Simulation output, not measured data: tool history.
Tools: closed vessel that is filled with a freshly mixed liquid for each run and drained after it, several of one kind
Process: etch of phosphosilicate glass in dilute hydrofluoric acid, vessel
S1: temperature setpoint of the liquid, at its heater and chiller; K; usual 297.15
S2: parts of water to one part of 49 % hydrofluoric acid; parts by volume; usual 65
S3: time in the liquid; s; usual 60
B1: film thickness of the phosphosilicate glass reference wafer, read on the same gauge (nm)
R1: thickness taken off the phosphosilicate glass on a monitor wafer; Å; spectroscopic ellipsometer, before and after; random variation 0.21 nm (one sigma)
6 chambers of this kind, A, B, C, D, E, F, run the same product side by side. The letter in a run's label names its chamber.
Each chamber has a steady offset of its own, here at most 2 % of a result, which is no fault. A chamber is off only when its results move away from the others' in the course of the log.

run 1B hour=8.2 | S1=297.15 S2=65 S3=60 | B1=110.00 | R1=579.26
run 2D hour=16.7 | S1=297.15 S2=65 S3=60 | B1=109.99 | R1=589.85
run 3F hour=25.0 | S1=297.15 S2=65 S3=60 | B1=110.00 | R1=579.80
run 4C hour=31.1 | S1=297.15 S2=65 S3=60 | B1=109.97 | R1=582.85
run 5E hour=37.9 | S1=297.15 S2=40 S3=60 | B1=109.97 | R1=981.78
run 6A hour=45.9 | S1=297.15 S2=40 S3=60 | B1=110.00 | R1=977.91
run 7B hour=51.5 | S1=297.15 S2=40 S3=60 | B1=109.99 | R1=958.26
run 8F hour=63.3 | S1=297.15 S2=40 S3=60 | B1=109.97 | R1=973.19
run 9D hour=71.2 | S1=297.15 S2=40 S3=60 | B1=110.01 | R1=982.23
run 10E hour=80.3 | S1=297.15 S2=40 S3=60 | B1=110.00 | R1=972.18
run 11A hour=87.2 | S1=297.15 S2=65 S3=60 | B1=109.98 | R1=582.95
run 12C hour=92.6 | S1=297.15 S2=65 S3=60 | B1=109.97 | R1=584.46
run 13B hour=103.5 | S1=301.65 S2=50 S3=60 | B1=110.02 | R1=912.42
run 14F hour=115.5 | S1=301.65 S2=50 S3=60 | B1=110.01 | R1=925.36
run 15D hour=121.5 | S1=301.65 S2=50 S3=60 | B1=110.01 | R1=931.16
run 16E hour=128.0 | S1=301.65 S2=50 S3=60 | B1=110.03 | R1=930.13
run 17C hour=133.6 | S1=301.65 S2=50 S3=60 | B1=110.00 | R1=933.88
run 18A hour=139.1 | S1=301.65 S2=50 S3=60 | B1=109.99 | R1=923.06
run 19D hour=149.0 | S1=301.65 S2=80 S3=60 | B1=109.99 | R1=558.56
-- hour=158.5 chamber B: hydrofluoric acid flow meter replaced
run 20C hour=160.7 | S1=301.65 S2=80 S3=60 | B1=110.03 | R1=556.72
-- hour=162.5 chamber F: thermometer replaced
run 21F hour=171.2 | S1=301.65 S2=80 S3=60 | B1=110.01 | R1=549.58
-- hour=177.5 chamber C: thermometer replaced
run 22B hour=181.9 | S1=301.65 S2=80 S3=60 | B1=109.99 | R1=548.04
-- hour=188.3 chamber E: hydrofluoric acid flow meter replaced
run 23E hour=192.0 | S1=301.65 S2=80 S3=60 | B1=110.03 | R1=557.63
-- hour=197.7 chamber D: hydrofluoric acid flow meter replaced
run 24A hour=202.1 | S1=301.65 S2=80 S3=60 | B1=109.99 | R1=553.30
run 25D hour=208.1 | S1=297.15 S2=65 S3=60 | B1=110.00 | R1=588.16
run 26F hour=217.1 | S1=297.15 S2=65 S3=60 | B1=109.99 | R1=576.82
run 27A hour=224.6 | S1=297.15 S2=65 S3=60 | B1=109.99 | R1=579.18
run 28B hour=229.9 | S1=297.15 S2=65 S3=60 | B1=109.99 | R1=579.43
run 29C hour=237.8 | S1=297.15 S2=65 S3=60 | B1=110.00 | R1=583.01
run 30E hour=246.3 | S1=297.15 S2=65 S3=60 | B1=110.00 | R1=584.10
run 31A hour=256.8 | S1=297.15 S2=65 S3=60 | B1=110.00 | R1=581.25
run 32E hour=267.2 | S1=297.15 S2=65 S3=60 | B1=109.99 | R1=583.73
run 33F hour=274.6 | S1=297.15 S2=65 S3=60 | B1=110.01 | R1=575.64
run 34B hour=280.8 | S1=297.15 S2=65 S3=60 | B1=110.02 | R1=580.37
run 35C hour=290.3 | S1=297.15 S2=90 S3=50 | B1=110.00 | R1=338.24
run 36D hour=301.4 | S1=297.15 S2=90 S3=50 | B1=109.96 | R1=345.39

Next, every chamber runs the same settings. What will each give?
run 37A hour=310.0 | S1=297.15 S2=65 S3=60 | R1=?
run 37B hour=310.0 | S1=297.15 S2=65 S3=60 | R1=?
run 37C hour=310.0 | S1=297.15 S2=65 S3=60 | R1=?
run 37D hour=310.0 | S1=297.15 S2=65 S3=60 | R1=?
run 37E hour=310.0 | S1=297.15 S2=65 S3=60 | R1=?
run 37F hour=310.0 | S1=297.15 S2=65 S3=60 | R1=?

run=37A R1=579.64
run=37B R1=576.52
run=37C R1=583.58
run=37D R1=596.24
run=37E R1=582.22
run=37F R1=575.11
